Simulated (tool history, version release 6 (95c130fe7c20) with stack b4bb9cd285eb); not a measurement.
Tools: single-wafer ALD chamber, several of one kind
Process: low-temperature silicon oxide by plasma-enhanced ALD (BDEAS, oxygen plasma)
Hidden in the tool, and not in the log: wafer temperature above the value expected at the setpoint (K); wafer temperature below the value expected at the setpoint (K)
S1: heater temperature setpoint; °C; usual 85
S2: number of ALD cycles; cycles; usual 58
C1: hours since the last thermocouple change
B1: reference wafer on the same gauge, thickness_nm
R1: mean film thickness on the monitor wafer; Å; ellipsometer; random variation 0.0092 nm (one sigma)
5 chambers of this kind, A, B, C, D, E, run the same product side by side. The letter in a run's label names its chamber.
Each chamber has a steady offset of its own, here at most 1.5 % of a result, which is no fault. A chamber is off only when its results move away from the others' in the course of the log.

Run 1C, day 0.367: usual settings; C1 113.9; B1 8.719. Result: R1 87.7 Å.
Run 2E, day 0.667: usual settings; C1 343.4; B1 8.718. Result: R1 86.402 Å.
Run 3D, day 0.892: usual settings; C1 2255.6; B1 8.7154. Result: R1 87.184 Å.
Run 4B, day 1.121: usual settings; C1 826.5; B1 8.7156. Result: R1 87.172 Å.
Run 5A, day 1.342: usual settings; C1 1599.2; B1 8.7136. Result: R1 87.669 Å.
Run 6D, day 1.675: usual settings; C1 2274.4; B1 8.7121. Result: R1 87.152 Å.
Run 7C, day 2.021: usual settings; C1 153.6; B1 8.7103. Result: R1 87.589 Å.
Run 8A, day 2.267: usual settings; C1 1621.4; B1 8.7086. Result: R1 87.623 Å.
Run 9B, day 2.508: usual settings; C1 859.8; B1 8.7086. Result: R1 86.964 Å.
Run 10E, day 2.717: usual settings but S1 95 °C, S2 67 cycles; C1 392.6; B1 8.7088. Result: R1 96.214 Å.
Run 11C, day 3.008: usual settings but S1 95 °C, S2 67 cycles; C1 177.3; B1 8.7051. Result: R1 97.62 Å.
Run 12B, day 3.217: usual settings but S1 95 °C, S2 67 cycles; C1 876.8; B1 8.7056. Result: R1 96.897 Å.
Run 13A, day 3.429: usual settings but S1 95 °C, S2 67 cycles; C1 1649.3; B1 8.704. Result: R1 97.754 Å.
Run 14D, day 3.704: usual settings but S1 95 °C, S2 67 cycles; C1 2323.1; B1 8.7035. Result: R1 96.916 Å.
Run 15E, day 3.983: usual settings; C1 423; B1 8.7004. Result: R1 86.236 Å.
Run 16D, day 4.167: usual settings; C1 2334.2; B1 8.6982. Result: R1 87.03 Å.
Run 17E, day 4.438: usual settings; C1 433.9; B1 8.6996. Result: R1 86.179 Å.
Run 18C, day 4.729: usual settings; C1 218.6; B1 8.6965. Result: R1 87.531 Å.
Run 19A, day 5.025: usual settings; C1 1687.6; B1 8.6981. Result: R1 87.457 Å.
Run 20B, day 5.271: usual settings; C1 926.1; B1 8.6956. Result: R1 86.866 Å.
Run 21B, day 5.521: usual settings; C1 932.1; B1 8.6975. Result: R1 86.898 Å.
Run 22D, day 5.7: usual settings; C1 2371; B1 8.6932. Result: R1 87.031 Å.
Run 23E, day 6.083: usual settings; C1 473.4; B1 8.6908. Result: R1 86.117 Å.
At day 6.217: chamber D: thermocouple changed; heater temperature recalibrated.
Run 24A, day 6.292: usual settings but S2 68 cycles; C1 1718; B1 8.6905. Result: R1 102.68 Å.
Run 25C, day 6.554: usual settings but S2 68 cycles; C1 262.4; B1 8.6909. Result: R1 102.48 Å.
Run 26C, day 6.85: usual settings but S2 68 cycles; C1 269.5; B1 8.6879. Result: R1 102.45 Å.
Run 27E, day 7.212: usual settings but S2 68 cycles; C1 500.5; B1 8.6898. Result: R1 101.04 Å.
Run 28A, day 7.567: usual settings but S2 68 cycles; C1 1748.6; B1 8.6832. Result: R1 102.53 Å.
Run 29D, day 7.825: usual settings but S1 89 °C; C1 38.7; B1 8.6847. Result: R1 85.742 Å.
Run 30B, day 8.075: usual settings but S1 89 °C; C1 993.4; B1 8.6815. Result: R1 85.58 Å.

Next, every chamber runs the same settings. What will each give?
Run 31A, day 8.358: usual settings. Result: R1 ?.
Run 31B, day 8.358: usual settings. Result: R1 ?.
Run 31C, day 8.358: usual settings. Result: R1 ?.
Run 31D, day 8.358: usual settings. Result: R1 ?.
Run 31E, day 8.358: usual settings. Result: R1 ?.

run      R1
31A  87.463
31B  86.716
31C  87.294
31D  87.013
31E  85.894
